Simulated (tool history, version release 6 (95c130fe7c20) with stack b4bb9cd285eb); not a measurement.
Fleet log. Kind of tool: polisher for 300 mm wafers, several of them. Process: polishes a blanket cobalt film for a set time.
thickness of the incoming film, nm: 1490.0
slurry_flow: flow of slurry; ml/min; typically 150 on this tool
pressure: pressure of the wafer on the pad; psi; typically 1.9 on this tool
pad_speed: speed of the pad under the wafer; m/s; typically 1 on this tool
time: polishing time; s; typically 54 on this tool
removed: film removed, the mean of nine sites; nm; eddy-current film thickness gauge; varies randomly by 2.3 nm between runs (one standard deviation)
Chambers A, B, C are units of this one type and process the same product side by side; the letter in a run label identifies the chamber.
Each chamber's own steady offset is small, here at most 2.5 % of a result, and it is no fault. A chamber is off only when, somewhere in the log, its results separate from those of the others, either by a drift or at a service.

-- day=0.067 chamber B: slurry nozzle cleaned
run 1A day=0.138 | slurry_flow=150 pressure=1.9 pad_speed=1 time=54 | removed=223.87
-- day=0.142 chamber C: worn pad replaced by a new one
-- day=0.171 chamber B: worn pad replaced by a new one
run 2C day=0.375 | slurry_flow=150 pressure=1.9 pad_speed=1 time=54 | removed=229.81
run 3B day=0.612 | slurry_flow=150 pressure=1.9 pad_speed=1 time=54 | removed=228.17
run 4C day=0.788 | slurry_flow=150 pressure=1.9 pad_speed=1 time=54 | removed=229.05
-- day=0.812 chamber A: head pressure recalibrated
run 5A day=1.025 | slurry_flow=150 pressure=1.9 pad_speed=1 time=54 | removed=217.10
run 6B day=1.225 | slurry_flow=150 pressure=1.9 pad_speed=1 time=54 | removed=231.94
run 7C day=1.438 | slurry_flow=150 pressure=1.9 pad_speed=1 time=54 | removed=230.54
-- day=1.538 chamber A: worn pad replaced by a new one
run 8A day=1.725 | slurry_flow=135 pressure=1.9 pad_speed=1 time=65 | removed=266.54
run 9B day=1.954 | slurry_flow=135 pressure=1.9 pad_speed=1 time=65 | removed=273.34
run 10A day=2.188 | slurry_flow=135 pressure=1.9 pad_speed=1 time=65 | removed=264.63
run 11B day=2.442 | slurry_flow=150 pressure=1.9 pad_speed=1 time=54 | removed=226.20
run 12C day=2.642 | slurry_flow=150 pressure=1.9 pad_speed=1 time=54 | removed=231.93
-- day=2.662 chamber A: slurry nozzle cleaned
run 13A day=2.883 | slurry_flow=150 pressure=1.9 pad_speed=1 time=54 | removed=220.90
run 14C day=3.092 | slurry_flow=150 pressure=1.9 pad_speed=1 time=54 | removed=235.85
run 15B day=3.233 | slurry_flow=150 pressure=1.9 pad_speed=1 time=54 | removed=226.81
run 16B day=3.442 | slurry_flow=150 pressure=1.9 pad_speed=1 time=54 | removed=233.03
-- day=3.479 chamber B: worn pad replaced by a new one
run 17A day=3.675 | slurry_flow=150 pressure=1.9 pad_speed=1 time=54 | removed=221.25
run 18C day=3.892 | slurry_flow=150 pressure=1.9 pad_speed=1 time=54 | removed=238.85
run 19A day=4.179 | slurry_flow=150 pressure=1.9 pad_speed=1 time=54 | removed=221.83
-- day=4.312 chamber C: worn pad replaced by a new one
run 20C day=4.388 | slurry_flow=150 pressure=1.9 pad_speed=1 time=54 | removed=238.92
run 21B day=4.608 | slurry_flow=150 pressure=1.9 pad_speed=1 time=54 | removed=227.03
-- day=4.621 chamber A: worn pad replaced by a new one
run 22A day=4.888 | slurry_flow=150 pressure=1.9 pad_speed=1 time=54 | removed=222.05
run 23C day=5.100 | slurry_flow=150 pressure=1.9 pad_speed=1 time=54 | removed=248.00
run 24B day=5.254 | slurry_flow=150 pressure=1.9 pad_speed=1 time=54 | removed=223.20
run 25A day=5.442 | slurry_flow=150 pressure=1.9 pad_speed=1 time=54 | removed=223.13
run 26C day=5.683 | slurry_flow=150 pressure=1.9 pad_speed=1 time=54 | removed=248.33
run 27B day=5.854 | slurry_flow=150 pressure=1.9 pad_speed=1 time=54 | removed=229.36
run 28B day=6.075 | slurry_flow=150 pressure=1.9 pad_speed=1 time=54 | removed=233.46
run 29A day=6.254 | slurry_flow=150 pressure=1.9 pad_speed=1 time=54 | removed=229.01
run 30C day=6.421 | slurry_flow=150 pressure=1.9 pad_speed=1 time=54 | removed=248.72

Predict what each chamber gives when all 3 of them run the settings below next.
run 31A day=6.629 | slurry_flow=150 pressure=1.9 pad_speed=1 time=54 | removed=?
run 31B day=6.629 | slurry_flow=150 pressure=1.9 pad_speed=1 time=54 | removed=?
run 31C day=6.629 | slurry_flow=150 pressure=1.9 pad_speed=1 time=54 | removed=?

run=31A removed=223.21
run=31B removed=225.59
run=31C removed=247.43
